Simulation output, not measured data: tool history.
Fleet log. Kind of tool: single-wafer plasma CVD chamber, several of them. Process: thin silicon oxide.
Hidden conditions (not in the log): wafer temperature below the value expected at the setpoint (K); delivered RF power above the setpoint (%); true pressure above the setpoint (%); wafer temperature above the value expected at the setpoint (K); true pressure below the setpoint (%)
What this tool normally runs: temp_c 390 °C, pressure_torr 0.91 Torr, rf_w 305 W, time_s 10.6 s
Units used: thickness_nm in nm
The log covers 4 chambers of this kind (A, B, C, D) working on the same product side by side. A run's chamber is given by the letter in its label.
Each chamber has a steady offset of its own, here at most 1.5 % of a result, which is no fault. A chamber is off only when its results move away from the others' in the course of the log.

run,day,temp_c,pressure_torr,rf_w,time_s,hours since the last thermocouple change,hours since the last RF generator calibration,hours since the last manometer calibration,"read-back reference wafer on the same gauge, thickness_nm",thickness_nm
1A,0.371,390,0.91,305,10.6,1392.2,980,905.4,20.294,22.104
2C,0.704,390,0.91,305,10.6,2400.4,2139.3,1305.4,20.294,22.121
3B,0.983,390,0.91,305,10.6,86.7,1062.7,2214,20.302,21.753
4D,1.342,390,0.91,305,10.6,1225.7,401.8,1067.1,20.299,22.173
5B,1.712,390,0.91,305,10.6,104.2,1080.2,2231.5,20.27,21.727
6A,1.929,390,0.693,345,10.6,1429.6,1017.4,942.8,20.312,18.047
7C,2.258,390,0.693,345,10.6,2437.7,2176.6,1342.7,20.304,18.067
8D,2.467,390,0.693,345,10.6,1252.7,428.8,1094.1,20.303,18.046
9B,2.667,390,0.693,345,10.6,127.1,1103.1,2254.4,20.313,17.772
10D,3.025,390,0.91,305,10.6,1266.1,442.2,1107.5,20.309,22.082
11A,3.288,390,0.91,305,10.6,1462.2,1050,975.4,20.283,22.115
# day 3.342: chamber C: capacitance manometer re-zeroed and calibrated
12C,3.696,390,0.91,305,10.6,2472.2,2211.1,8.6,20.296,21.843
13D,4.012,390,0.91,305,10.6,1289.8,465.9,1131.2,20.274,22.083
14B,4.333,390,0.91,305,10.6,167.1,1143.1,2294.4,20.301,21.835
15A,4.717,400,0.91,305,10.6,1496.5,1084.3,1009.7,20.297,21.86
16C,5.108,400,0.91,305,10.6,2506.1,2245,42.5,20.3,22.039
# day 5.404: chamber C: RF generator calibrated
17B,5.425,400,0.91,305,10.6,193.3,1169.3,2320.6,20.296,21.586
18A,5.825,400,0.91,305,10.6,1523.1,1110.9,1036.3,20.301,21.939
19D,6.179,390,0.723,350,10.6,1341.8,517.9,1183.2,20.274,18.92
20C,6.588,390,0.723,350,10.6,2541.6,28.4,78,20.314,18.795
21A,6.9,390,0.723,350,10.6,1548.9,1136.7,1062.1,20.279,18.839
# day 7.142: chamber B: capacitance manometer re-zeroed and calibrated
22D,7.208,390,0.723,350,10.6,1366.5,542.6,1207.9,20.31,19.093
# day 7.4: chamber D: thermocouple changed; heater temperature recalibrated
23C,7.558,390,1.052,305,11.9,2564.9,51.7,101.3,20.278,27.665
# day 7.767: chamber B: RF generator calibrated
24B,7.962,390,1.052,305,11.9,254.2,4.8,19.7,20.3,27.28
# day 8.338: chamber A: RF generator calibrated
25D,8.342,390,1.052,305,11.9,22.6,569.8,1235.1,20.302,27.878
26A,8.658,390,1.052,305,11.9,1591.1,7.7,1104.3,20.285,27.494
27C,9.021,399,0.91,275,10.6,2600,86.8,136.4,20.299,21.19
28B,9.292,399,0.91,275,10.6,286.1,36.7,51.6,20.303,20.741
29A,9.608,399,0.91,275,10.6,1613.9,30.5,1127.1,20.314,21.187
30D,9.829,399,0.91,275,10.6,58.3,605.5,1270.8,20.29,21.206
31C,10.083,390,0.91,360,10.6,2625.5,112.3,161.9,20.305,23.526
32B,10.288,390,0.91,360,10.6,310,60.6,75.5,20.301,23.145
33A,10.496,390,0.91,360,10.6,1635.2,51.8,1148.4,20.267,23.735

Is one chamber out of step, is the gauge drifting, or do the chambers differ by no more than their own small offsets? For an off chamber, give its letter and the likeliest cause.

Neither any chamber nor the gauge drifts; the chambers differ only by their own small, steady offsets.
